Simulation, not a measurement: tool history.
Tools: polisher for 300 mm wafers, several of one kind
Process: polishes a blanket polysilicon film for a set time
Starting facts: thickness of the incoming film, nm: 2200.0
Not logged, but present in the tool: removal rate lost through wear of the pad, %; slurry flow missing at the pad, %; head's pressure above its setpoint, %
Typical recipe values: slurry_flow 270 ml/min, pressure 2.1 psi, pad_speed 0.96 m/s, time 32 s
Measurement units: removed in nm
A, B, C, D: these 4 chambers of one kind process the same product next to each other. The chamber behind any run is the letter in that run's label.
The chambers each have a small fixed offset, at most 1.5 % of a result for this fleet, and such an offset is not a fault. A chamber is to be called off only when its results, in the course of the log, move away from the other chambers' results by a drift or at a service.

run	hour	slurry_flow	pressure	pad_speed	time	wafers polished on this pad	hours since the slurry nozzle was cleaned	hours since the head pressure was calibrated	removed
1C	6.7	270	2.1	0.96	32	494	288.9	15.6	164.57
2B	10.3	270	2.1	0.96	32	640	270.3	109.7	163.48
3A	13.6	270	2.1	0.96	32	498	17	240.4	161.38
4D	18.6	270	2.1	0.96	32	688	330.6	287.2	164.99
# hour 20.2: chamber A: worn pad replaced by a new one
5B	22.2	270	2.1	0.96	32	786	282.2	121.6	163.81
6C	28.2	270	2.1	0.96	32	758	310.4	37.1	162.61
# hour 31.7: chamber C: worn pad replaced by a new one
7D	32.5	270	2.1	0.96	32	859	344.5	301.1	158.52
# hour 36.4: chamber B: worn pad replaced by a new one
8A	37.7	270	2.1	0.96	32	215	41.1	264.5	161.78
9A	41.1	270	2.1	0.96	32	257	44.5	267.9	160.87
10D	47.8	270	2.1	0.96	32	1047	359.8	316.4	163.33
11B	51	270	2.1	0.96	32	179	311	150.4	166.74
12C	55.9	270	2.1	0.96	32	298	338.1	64.8	162.84
13B	60.7	270	2.1	0.96	32	298	320.7	160.1	163.31
# hour 63.8: chamber D: worn pad replaced by a new one
14C	64.2	235	2.1	0.96	32	400	346.4	73.1	159.07
15A	69.9	235	2.1	0.96	32	611	73.3	296.7	158.9
# hour 72.8: chamber A: worn pad replaced by a new one
16D	75.9	235	2.1	0.96	32	149	387.9	344.5	158.44
17C	81.9	235	2.1	0.96	32	617	364.1	90.8	161.56
# hour 82.2: chamber C: worn pad replaced by a new one
18B	85.7	270	2.1	0.96	32	605	345.7	185.1	165.31
19A	91	270	2.1	0.96	32	224	94.4	317.8	162.76
20D	94.6	270	2.1	0.96	32	378	406.6	363.2	162.73
21A	97.6	270	2.4	0.96	32	305	101	324.4	185.83
22C	102.3	270	2.4	0.96	32	247	384.5	111.2	186.22
23D	107.6	270	2.4	0.96	32	538	419.6	376.2	185.33
24B	112	270	2.4	0.96	32	928	372	211.4	187.75
# hour 115.3: chamber C: slurry nozzle cleaned
25A	115.4	270	2.4	0.76	32	524	118.8	342.2	144.16
26B	120.7	270	2.4	0.76	32	1035	380.7	220.1	145.43
27D	125.8	270	2.4	0.76	32	761	437.8	394.4	146.79
# hour 126.2: chamber A: worn pad replaced by a new one
28C	129.9	270	2.4	0.76	32	586	14.7	138.8	146.08
# hour 132.1: chamber B: worn pad replaced by a new one
29A	134.4	270	2.1	0.96	32	100	137.8	361.2	160.77
30C	139.6	270	2.1	0.96	32	705	24.4	148.5	164.46
# hour 140: chamber C: worn pad replaced by a new one
31D	145.6	270	2.1	0.96	32	1005	457.6	414.2	162.89
32B	151.2	270	2.1	0.96	32	234	411.2	250.6	165.73
33B	156.2	270	2.1	0.96	32	296	416.2	255.6	162.47
34D	161.4	270	2.1	0.96	32	1199	473.4	430	165.16
# hour 162.3: chamber D: worn pad replaced by a new one
35A	166.6	270	2.1	0.96	32	496	170	393.4	159.75
36C	172.8	270	2.1	0.96	32	403	57.6	181.7	165.18
# hour 175: chamber A: worn pad replaced by a new one
37C	178	270	2.1	0.96	32	467	62.8	186.9	163.01
# hour 180.8: chamber B: head pressure recalibrated
38D	181.2	270	2.1	0.96	32	232	493.2	449.8	161.04
39B	184.6	270	2.1	0.96	32	644	444.6	3.8	161.83
40A	188.1	270	2.1	0.96	32	161	191.5	414.9	159.7
41A	193.5	350	1.6	0.96	32	228	196.9	420.3	125.24

For the next run the whole fleet of 4 chambers uses the same settings. Give each chamber's results:
42A	198.3	270	2.1	0.96	32				?
42B	198.3	270	2.1	0.96	32				?
42C	198.3	270	2.1	0.96	32				?
42D	198.3	270	2.1	0.96	32				?

run	removed
42A	162.68
42B	164.46
42C	165.25
42D	162
